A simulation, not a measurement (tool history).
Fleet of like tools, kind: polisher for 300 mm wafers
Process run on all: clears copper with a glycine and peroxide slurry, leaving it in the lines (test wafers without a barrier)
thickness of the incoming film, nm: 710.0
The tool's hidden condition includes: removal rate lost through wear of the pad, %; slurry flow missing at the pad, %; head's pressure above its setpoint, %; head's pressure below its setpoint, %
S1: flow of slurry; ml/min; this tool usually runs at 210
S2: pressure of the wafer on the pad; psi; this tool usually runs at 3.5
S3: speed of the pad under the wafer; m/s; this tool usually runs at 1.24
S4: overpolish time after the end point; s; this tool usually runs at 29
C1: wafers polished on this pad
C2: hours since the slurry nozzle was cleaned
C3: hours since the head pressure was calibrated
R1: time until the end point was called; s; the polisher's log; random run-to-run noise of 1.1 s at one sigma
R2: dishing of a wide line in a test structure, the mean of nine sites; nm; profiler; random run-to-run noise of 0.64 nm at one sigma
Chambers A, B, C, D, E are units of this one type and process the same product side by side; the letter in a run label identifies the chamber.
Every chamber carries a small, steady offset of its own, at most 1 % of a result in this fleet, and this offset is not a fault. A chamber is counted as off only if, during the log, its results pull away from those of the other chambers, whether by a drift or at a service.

{"hour": 1.7, "done": "chamber D: slurry nozzle cleaned"}
{"run": "1A", "hour": 5.3, "S1": 210, "S2": 3.5, "S3": 1.24, "S4": 29, "C1": 349, "C2": 79.5, "C3": 784.1, "R1": 73.711, "R2": 41.479}
{"run": "2E", "hour": 11.8, "S1": 210, "S2": 3.5, "S3": 1.24, "S4": 29, "C1": 309, "C2": 475.9, "C3": 1081.4, "R1": 75.35, "R2": 41.459}
{"run": "3C", "hour": 19.9, "S1": 210, "S2": 3.5, "S3": 1.24, "S4": 29, "C1": 146, "C2": 53.6, "C3": 262.8, "R1": 73.046, "R2": 40.639}
{"run": "4B", "hour": 27.6, "S1": 210, "S2": 3.5, "S3": 1.24, "S4": 29, "C1": 1394, "C2": 598.5, "C3": 579.2, "R1": 73.365, "R2": 41.477}
{"run": "5D", "hour": 34.7, "S1": 210, "S2": 3.5, "S3": 1.24, "S4": 29, "C1": 401, "C2": 33.1, "C3": 412.8, "R1": 72.754, "R2": 41.597}
{"run": "6A", "hour": 42.2, "S1": 155, "S2": 3.5, "S3": 1.06, "S4": 29, "C1": 618, "C2": 116.4, "C3": 821.0, "R1": 87.644, "R2": 40.984}
{"run": "7D", "hour": 47.4, "S1": 155, "S2": 3.5, "S3": 1.06, "S4": 29, "C1": 494, "C2": 45.8, "C3": 425.5, "R1": 86.545, "R2": 40.897}
{"hour": 49.7, "done": "chamber B: worn pad replaced by a new one"}
{"hour": 56.3, "done": "chamber B: slurry nozzle cleaned"}
{"run": "8C", "hour": 56.8, "S1": 155, "S2": 3.5, "S3": 1.06, "S4": 29, "C1": 415, "C2": 90.5, "C3": 299.7, "R1": 89.237, "R2": 41.787}
{"hour": 60.9, "done": "chamber E: worn pad replaced by a new one"}
{"run": "9B", "hour": 63.9, "S1": 155, "S2": 3.5, "S3": 1.06, "S4": 29, "C1": 103, "C2": 7.6, "C3": 615.5, "R1": 90.357, "R2": 40.856}
{"run": "10E", "hour": 68.6, "S1": 155, "S2": 3.5, "S3": 1.06, "S4": 29, "C1": 56, "C2": 532.7, "C3": 1138.2, "R1": 89.163, "R2": 41.767}
{"run": "11E", "hour": 77.6, "S1": 210, "S2": 3.5, "S3": 1.24, "S4": 29, "C1": 122, "C2": 541.7, "C3": 1147.2, "R1": 72.586, "R2": 39.824}
{"hour": 81.0, "done": "chamber A: worn pad replaced by a new one"}
{"run": "12A", "hour": 87.4, "S1": 210, "S2": 3.5, "S3": 1.24, "S4": 29, "C1": 47, "C2": 161.6, "C3": 866.2, "R1": 73.024, "R2": 39.621}
{"run": "13D", "hour": 97.5, "S1": 210, "S2": 3.5, "S3": 1.24, "S4": 29, "C1": 859, "C2": 95.9, "C3": 475.6, "R1": 74.836, "R2": 40.935}
{"run": "14C", "hour": 105.7, "S1": 210, "S2": 3.5, "S3": 1.24, "S4": 29, "C1": 771, "C2": 139.4, "C3": 348.6, "R1": 74.126, "R2": 40.754}
{"run": "15B", "hour": 115.3, "S1": 210, "S2": 3.5, "S3": 1.24, "S4": 29, "C1": 478, "C2": 59.0, "C3": 666.9, "R1": 73.66, "R2": 40.716}
{"run": "16E", "hour": 121.1, "S1": 210, "S2": 3.5, "S3": 1.24, "S4": 29, "C1": 439, "C2": 585.2, "C3": 1190.7, "R1": 72.024, "R2": 42.029}
{"run": "17D", "hour": 126.8, "S1": 210, "S2": 3.5, "S3": 1.24, "S4": 29, "C1": 1072, "C2": 125.2, "C3": 504.9, "R1": 74.595, "R2": 42.295}
{"run": "18A", "hour": 136.5, "S1": 210, "S2": 3.5, "S3": 1.24, "S4": 29, "C1": 405, "C2": 210.7, "C3": 915.3, "R1": 73.505, "R2": 41.703}
{"run": "19B", "hour": 143.2, "S1": 210, "S2": 3.5, "S3": 1.24, "S4": 29, "C1": 681, "C2": 86.9, "C3": 694.8, "R1": 71.037, "R2": 41.668}
{"hour": 146.1, "done": "chamber C: worn pad replaced by a new one"}
{"hour": 147.0, "done": "chamber E: worn pad replaced by a new one"}
{"run": "20C", "hour": 152.0, "S1": 210, "S2": 3.5, "S3": 1.24, "S4": 29, "C1": 43, "C2": 185.7, "C3": 394.9, "R1": 72.414, "R2": 40.682}
{"hour": 154.0, "done": "chamber A: slurry nozzle cleaned"}
{"run": "21E", "hour": 161.9, "S1": 210, "S2": 3.5, "S3": 1.66, "S4": 29, "C1": 108, "C2": 626.0, "C3": 1231.5, "R1": 55.773, "R2": 39.949}
{"run": "22D", "hour": 171.7, "S1": 210, "S2": 3.5, "S3": 1.66, "S4": 29, "C1": 1400, "C2": 170.1, "C3": 549.8, "R1": 56.38, "R2": 41.455}
{"hour": 174.3, "done": "chamber D: worn pad replaced by a new one"}
{"run": "23C", "hour": 180.5, "S1": 210, "S2": 3.5, "S3": 1.66, "S4": 29, "C1": 251, "C2": 214.2, "C3": 423.4, "R1": 56.046, "R2": 39.553}
{"run": "24A", "hour": 185.6, "S1": 210, "S2": 3.5, "S3": 1.66, "S4": 29, "C1": 763, "C2": 31.7, "C3": 964.4, "R1": 56.382, "R2": 40.765}
{"run": "25B", "hour": 190.8, "S1": 210, "S2": 3.5, "S3": 1.66, "S4": 29, "C1": 1028, "C2": 134.5, "C3": 742.4, "R1": 56.421, "R2": 40.771}
{"run": "26B", "hour": 199.5, "S1": 210, "S2": 3.9, "S3": 1.24, "S4": 16, "C1": 1092, "C2": 143.2, "C3": 751.1, "R1": 67.925, "R2": 39.472}
{"run": "27A", "hour": 205.2, "S1": 210, "S2": 3.9, "S3": 1.24, "S4": 16, "C1": 905, "C2": 51.3, "C3": 984.0, "R1": 65.591, "R2": 38.825}
{"run": "28C", "hour": 213.0, "S1": 210, "S2": 3.9, "S3": 1.24, "S4": 16, "C1": 488, "C2": 246.7, "C3": 455.9, "R1": 66.715, "R2": 39.115}
{"run": "29E", "hour": 221.5, "S1": 210, "S2": 3.9, "S3": 1.24, "S4": 16, "C1": 543, "C2": 685.6, "C3": 1291.1, "R1": 66.895, "R2": 38.568}
{"hour": 223.6, "done": "chamber B: worn pad replaced by a new one"}
{"run": "30D", "hour": 228.9, "S1": 210, "S2": 3.9, "S3": 1.24, "S4": 16, "C1": 398, "C2": 227.3, "C3": 607.0, "R1": 66.634, "R2": 40.43}
{"run": "31C", "hour": 234.9, "S1": 210, "S2": 3.5, "S3": 1.24, "S4": 29, "C1": 647, "C2": 268.6, "C3": 477.8, "R1": 71.152, "R2": 40.144}
{"run": "32B", "hour": 244.5, "S1": 210, "S2": 3.5, "S3": 1.24, "S4": 29, "C1": 152, "C2": 188.2, "C3": 796.1, "R1": 73.062, "R2": 41.361}

Which is it: a chamber that has drifted or been left off by a service, a gauge drift common to all chambers, or only each chamber's usual small offset? If a chamber is off, name it and its likeliest cause.

Nothing is wrong: each chamber keeps only its own small, steady offset and the gauge holds still.
